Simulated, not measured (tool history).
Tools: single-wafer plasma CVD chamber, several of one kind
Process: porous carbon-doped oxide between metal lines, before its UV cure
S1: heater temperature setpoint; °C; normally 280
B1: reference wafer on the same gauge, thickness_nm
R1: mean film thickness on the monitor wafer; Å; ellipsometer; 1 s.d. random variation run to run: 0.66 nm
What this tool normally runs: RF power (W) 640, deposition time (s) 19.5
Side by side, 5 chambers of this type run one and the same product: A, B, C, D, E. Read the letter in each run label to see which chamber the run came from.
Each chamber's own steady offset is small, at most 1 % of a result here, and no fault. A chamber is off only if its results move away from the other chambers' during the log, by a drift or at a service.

{"run": "1E", "day": 0.4, "S1": 280, "RF power (W)": 640, "deposition time (s)": 19.5, "B1": 138.09, "R1": 1433.9}
{"run": "2A", "day": 0.721, "S1": 280, "RF power (W)": 640, "deposition time (s)": 19.5, "B1": 138.02, "R1": 1404.7}
{"run": "3C", "day": 1.183, "S1": 280, "RF power (W)": 640, "deposition time (s)": 19.5, "B1": 137.88, "R1": 1429.7}
{"day": 1.671, "done": "chamber B: thermocouple changed; heater temperature recalibrated"}
{"run": "4B", "day": 1.858, "S1": 280, "RF power (W)": 640, "deposition time (s)": 19.5, "B1": 138.17, "R1": 1407}
{"run": "5D", "day": 2.517, "S1": 280, "RF power (W)": 640, "deposition time (s)": 19.5, "B1": 138.07, "R1": 1421.1}
{"run": "6B", "day": 3.188, "S1": 286, "RF power (W)": 640, "deposition time (s)": 16.3, "B1": 138.23, "R1": 1159.7}
{"run": "7D", "day": 3.775, "S1": 286, "RF power (W)": 640, "deposition time (s)": 16.3, "B1": 138.1, "R1": 1162.2}
{"run": "8A", "day": 4.362, "S1": 286, "RF power (W)": 640, "deposition time (s)": 16.3, "B1": 138.01, "R1": 1139}
{"run": "9E", "day": 4.821, "S1": 286, "RF power (W)": 640, "deposition time (s)": 16.3, "B1": 138.12, "R1": 1157.2}
{"run": "10C", "day": 5.421, "S1": 286, "RF power (W)": 640, "deposition time (s)": 16.3, "B1": 137.92, "R1": 1158.8}
{"run": "11E", "day": 5.758, "S1": 280, "RF power (W)": 640, "deposition time (s)": 19.5, "B1": 137.9, "R1": 1432.7}
{"run": "12B", "day": 6.162, "S1": 280, "RF power (W)": 640, "deposition time (s)": 19.5, "B1": 138.13, "R1": 1403.6}
{"run": "13A", "day": 6.675, "S1": 275, "RF power (W)": 720, "deposition time (s)": 19.5, "B1": 137.86, "R1": 1578.1}
{"run": "14D", "day": 7.05, "S1": 275, "RF power (W)": 720, "deposition time (s)": 19.5, "B1": 137.97, "R1": 1604.9}
{"run": "15C", "day": 7.688, "S1": 275, "RF power (W)": 720, "deposition time (s)": 19.5, "B1": 138.08, "R1": 1596.6}
{"run": "16E", "day": 8.129, "S1": 275, "RF power (W)": 720, "deposition time (s)": 19.5, "B1": 137.95, "R1": 1587.3}
{"day": 8.542, "done": "chamber E: thermocouple changed; heater temperature recalibrated"}
{"run": "17D", "day": 8.804, "S1": 275, "RF power (W)": 720, "deposition time (s)": 19.5, "B1": 138.04, "R1": 1595.1}
{"run": "18C", "day": 9.212, "S1": 280, "RF power (W)": 640, "deposition time (s)": 19.5, "B1": 138.05, "R1": 1426.4}
{"run": "19B", "day": 9.871, "S1": 280, "RF power (W)": 640, "deposition time (s)": 19.5, "B1": 137.9, "R1": 1409.7}
{"run": "20A", "day": 10.429, "S1": 280, "RF power (W)": 640, "deposition time (s)": 21.4, "B1": 137.98, "R1": 1517.6}
{"run": "21A", "day": 11.088, "S1": 280, "RF power (W)": 640, "deposition time (s)": 21.4, "B1": 138.01, "R1": 1531.7}
{"run": "22B", "day": 11.583, "S1": 280, "RF power (W)": 640, "deposition time (s)": 21.4, "B1": 138, "R1": 1558.5}
{"run": "23D", "day": 12.029, "S1": 280, "RF power (W)": 640, "deposition time (s)": 21.4, "B1": 137.71, "R1": 1550.2}
{"run": "24E", "day": 12.388, "S1": 280, "RF power (W)": 640, "deposition time (s)": 21.4, "B1": 137.99, "R1": 1625}
{"run": "25C", "day": 13.012, "S1": 280, "RF power (W)": 640, "deposition time (s)": 19.5, "B1": 137.95, "R1": 1425.9}
{"run": "26E", "day": 13.596, "S1": 280, "RF power (W)": 640, "deposition time (s)": 19.5, "B1": 138.07, "R1": 1481.2}
{"run": "27C", "day": 13.988, "S1": 280, "RF power (W)": 640, "deposition time (s)": 19.5, "B1": 137.94, "R1": 1421}
{"run": "28D", "day": 14.454, "S1": 280, "RF power (W)": 640, "deposition time (s)": 19.5, "B1": 138.06, "R1": 1435.9}
{"run": "29A", "day": 14.812, "S1": 280, "RF power (W)": 640, "deposition time (s)": 19.5, "B1": 138.22, "R1": 1396}
{"run": "30B", "day": 15.138, "S1": 280, "RF power (W)": 640, "deposition time (s)": 19.5, "B1": 137.97, "R1": 1412.7}
{"run": "31D", "day": 15.512, "S1": 280, "RF power (W)": 680, "deposition time (s)": 19.5, "B1": 138.1, "R1": 1493.3}
{"run": "32C", "day": 15.808, "S1": 280, "RF power (W)": 680, "deposition time (s)": 19.5, "B1": 137.92, "R1": 1482.8}
{"run": "33E", "day": 16.375, "S1": 280, "RF power (W)": 680, "deposition time (s)": 19.5, "B1": 137.89, "R1": 1545.4}
{"run": "34A", "day": 16.775, "S1": 280, "RF power (W)": 680, "deposition time (s)": 19.5, "B1": 137.98, "R1": 1462.6}
{"run": "35B", "day": 17.146, "S1": 280, "RF power (W)": 680, "deposition time (s)": 19.5, "B1": 138.05, "R1": 1458.8}
{"run": "36D", "day": 17.688, "S1": 280, "RF power (W)": 640, "deposition time (s)": 19.5, "B1": 137.98, "R1": 1426.4}

Read the log: is a single chamber off, either drifting away or since a service, is the gauge that measures every chamber drifting, or is nothing wrong beyond small per-chamber offsets? Name any odd chamber and what most likely caused it.

After it was serviced, chamber E no longer matches the other chambers.
Likeliest cause: wafer temperature below the value expected at the setpoint (K) = 5.2.

Below are 4 candidate recipes for chamber E's next run, each the usual settings with a change, their results shown as question marks. Which of them brings E's results back in line with what the other chambers give on the usual settings?
Counts as in line when no further than this from what the other chambers average on the usual settings: R1 23 Å
{"run": "37E-1", "day": 18.175, "S1": 280, "RF power (W)": 560, "deposition time (s)": 19.5, "R1": "?"}
{"run": "37E-2", "day": 18.175, "S1": 266, "RF power (W)": 640, "deposition time (s)": 19.5, "R1": "?"}
{"run": "37E-3", "day": 18.175, "S1": 280, "RF power (W)": 655, "deposition time (s)": 20.1, "R1": "?"}
{"run": "37E-4", "day": 18.175, "S1": 282, "RF power (W)": 610, "deposition time (s)": 19.5, "R1": "?"}

Average result of the remaining chambers running the usual settings: R1 1418.3 Å
run=37E-1 R1=1355.1
run=37E-2 R1=1625.6
run=37E-3 R1=1547.2
run=37E-4 R1=1415.3
Change 37E-4 lands the chamber within the allowed miss of the other chambers.

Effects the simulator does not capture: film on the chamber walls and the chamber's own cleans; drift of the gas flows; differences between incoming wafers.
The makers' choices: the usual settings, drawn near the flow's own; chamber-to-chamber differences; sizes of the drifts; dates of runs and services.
